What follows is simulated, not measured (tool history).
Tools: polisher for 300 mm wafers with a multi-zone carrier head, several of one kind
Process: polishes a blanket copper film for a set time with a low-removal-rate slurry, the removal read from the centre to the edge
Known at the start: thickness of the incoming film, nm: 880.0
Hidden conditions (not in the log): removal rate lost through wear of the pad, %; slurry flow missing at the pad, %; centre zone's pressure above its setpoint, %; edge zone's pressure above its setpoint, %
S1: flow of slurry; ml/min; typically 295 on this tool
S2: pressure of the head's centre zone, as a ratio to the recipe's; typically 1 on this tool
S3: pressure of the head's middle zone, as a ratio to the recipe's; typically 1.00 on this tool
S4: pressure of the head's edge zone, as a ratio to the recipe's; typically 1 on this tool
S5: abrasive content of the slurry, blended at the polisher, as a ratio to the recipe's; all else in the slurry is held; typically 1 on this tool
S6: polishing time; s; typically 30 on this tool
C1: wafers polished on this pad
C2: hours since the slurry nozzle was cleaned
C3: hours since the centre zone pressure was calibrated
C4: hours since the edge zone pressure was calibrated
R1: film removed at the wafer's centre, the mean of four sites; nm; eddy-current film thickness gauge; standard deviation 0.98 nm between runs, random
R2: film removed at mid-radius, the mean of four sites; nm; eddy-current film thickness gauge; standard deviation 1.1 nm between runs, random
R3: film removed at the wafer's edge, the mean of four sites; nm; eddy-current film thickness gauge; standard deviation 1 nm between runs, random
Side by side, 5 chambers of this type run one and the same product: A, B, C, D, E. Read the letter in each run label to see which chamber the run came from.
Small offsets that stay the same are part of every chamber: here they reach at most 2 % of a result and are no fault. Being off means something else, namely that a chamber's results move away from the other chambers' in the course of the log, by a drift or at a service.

run	day	S1	S2	S3	S4	S5	S6	C1	C2	C3	C4	R1	R2	R3
# day 0.121: chamber C: worn pad replaced by a new one
1C	0.408	295	1	1.00	1	1	30	75	44.0	286.2	588.1	123.67	121.10	122.70
# day 0.588: chamber E: worn pad replaced by a new one
2B	0.729	295	1	1.00	1	1	30	299	809.6	959.5	208.2	122.14	123.04	120.90
3A	1.162	295	1	1.00	1	1	30	968	28.1	576.0	407.9	123.41	121.21	123.30
4D	1.679	295	1	1.00	1	1	30	452	214.1	390.8	1042.4	121.21	122.97	124.29
# day 2.062: chamber A: worn pad replaced by a new one
5E	2.154	295	1	1.00	1	1	30	406	177.8	192.3	165.2	122.94	120.03	119.00
# day 2.375: chamber B: worn pad replaced by a new one
# day 2.446: chamber D: centre zone pressure recalibrated
6B	2.562	295	1	1.00	1	1	30	49	853.6	1003.5	252.2	119.98	122.85	121.74
7E	2.996	295	1	1.00	1	1	30	624	198.0	212.5	185.4	121.31	120.18	121.78
8D	3.388	295	1	1.00	1	1	30	894	255.1	22.6	1083.4	121.44	120.22	124.84
9A	3.704	295	1	1.00	1	1	30	425	89.1	637.0	468.9	122.70	123.72	124.02
10C	4.017	295	1	1.00	1	1	30	1008	130.6	372.8	674.7	122.34	123.83	121.17
11E	4.450	295	1	1.00	1	1	30	1000	232.9	247.4	220.3	121.94	119.13	122.79
# day 4.646: chamber B: slurry nozzle cleaned
# day 4.829: chamber C: worn pad replaced by a new one
12A	4.983	295	1	1.00	1	1	30	756	119.8	667.7	499.6	122.74	121.78	122.64
13C	5.321	295	1	1.00	1	1	30	128	161.9	404.1	706.0	123.56	119.40	122.69
# day 5.504: chamber B: worn pad replaced by a new one
# day 5.508: chamber D: worn pad replaced by a new one
14D	5.625	295	1	1.00	1	1	30	30	308.8	76.3	1137.1	122.36	121.58	124.16
# day 5.721: chamber B: centre zone pressure recalibrated
15B	5.896	295	1	1.00	1	1	30	101	30.0	4.3	332.2	120.80	121.69	121.76
# day 6.154: chamber E: worn pad replaced by a new one
# day 6.158: chamber E: slurry nozzle cleaned
16A	6.183	295	1	1.00	1	1	30	1066	148.6	696.5	528.4	121.41	120.86	122.02
17E	6.575	295	1	1.08	1	1	34	109	10.1	298.4	271.3	138.16	146.10	137.14
18B	6.929	295	1	1.08	1	1	34	368	54.8	29.1	357.0	135.90	145.73	135.84
# day 7.100: chamber D: slurry nozzle cleaned
# day 7.438: chamber A: worn pad replaced by a new one
19D	7.442	295	1	1.08	1	1	34	500	8.3	119.9	1180.7	141.32	147.86	138.21
20C	7.767	295	1	1.08	1	1	34	761	220.6	462.8	764.7	140.83	150.59	139.41
21C	8.196	295	1	1.08	1	1	34	872	230.9	473.1	775.0	140.05	149.36	138.05
# day 8.617: chamber B: worn pad replaced by a new one
22A	8.629	295	1	1.00	1	1	30	308	207.3	755.2	587.1	122.31	119.86	124.66
23E	8.942	295	1	1.00	1	1	30	721	66.9	355.2	328.1	123.03	117.99	122.07
24D	9.246	295	1	1.00	1	1	30	967	51.6	163.2	1224.0	122.90	120.15	123.97
# day 9.292: chamber C: worn pad replaced by a new one
25B	9.642	295	1	1.00	1	1	30	265	119.9	94.2	422.1	122.09	125.54	120.25
# day 9.904: chamber C: slurry nozzle cleaned
26A	10.042	295	1	1.00	1	1	30	673	241.2	789.1	621.0	121.31	122.23	121.93
# day 10.050: chamber D: worn pad replaced by a new one
27C	10.362	295	1	1.00	1	1	30	277	11.0	525.1	827.0	121.80	122.50	120.91
28B	10.817	295	1	1.00	1	1	30	569	148.1	122.4	450.3	121.88	123.64	122.71
29E	11.254	295	1	1.00	1	1	30	1320	122.4	410.7	383.6	122.03	119.82	120.31
# day 11.321: chamber B: worn pad replaced by a new one
# day 11.604: chamber E: worn pad replaced by a new one
30D	11.633	295	1	1.08	1	1	30	410	108.9	220.5	1281.3	121.77	128.23	123.74
31E	11.867	295	1	1.08	1	1	30	68	137.1	425.4	398.3	123.15	128.44	121.40
32B	12.358	295	1	1.08	1	1	30	268	185.1	159.4	487.3	120.81	130.74	122.45
33A	12.838	295	1	1.08	1	1	30	1397	308.3	856.2	688.1	122.70	131.42	123.17
# day 12.846: chamber A: worn pad replaced by a new one
34C	13.208	295	1	1.08	1	1	30	1013	79.3	593.4	895.3	124.55	131.04	123.53
# day 13.438: chamber C: worn pad replaced by a new one
# day 13.483: chamber C: centre zone pressure recalibrated
35D	13.708	295	1	1.00	1	1	30	947	158.7	270.3	1331.1	122.28	120.68	125.23
# day 13.775: chamber A: centre zone pressure recalibrated
36A	13.954	295	1	1.00	1	1	30	287	335.1	4.3	714.9	121.69	124.15	122.52
37C	14.479	295	1	1.00	1	1	30	269	109.8	23.9	925.8	121.83	123.25	123.05
38D	14.925	295	1	1.00	1	1	30	1261	187.9	299.5	1360.3	122.87	120.38	124.45

All 5 chambers run these settings next. Forecast each chamber's results:
39A	15.312	295	1	1.00	1	1	30					?	?	?
39B	15.312	295	1	1.00	1	1	30					?	?	?
39C	15.312	295	1	1.00	1	1	30					?	?	?
39D	15.312	295	1	1.00	1	1	30					?	?	?
39E	15.312	295	1	1.00	1	1	30					?	?	?

run	R1	R2	R3
39A	122.58	123.44	123.31
39B	123.90	123.15	121.52
39C	121.75	121.65	122.14
39D	122.97	120.74	122.77
39E	122.04	119.31	123.01

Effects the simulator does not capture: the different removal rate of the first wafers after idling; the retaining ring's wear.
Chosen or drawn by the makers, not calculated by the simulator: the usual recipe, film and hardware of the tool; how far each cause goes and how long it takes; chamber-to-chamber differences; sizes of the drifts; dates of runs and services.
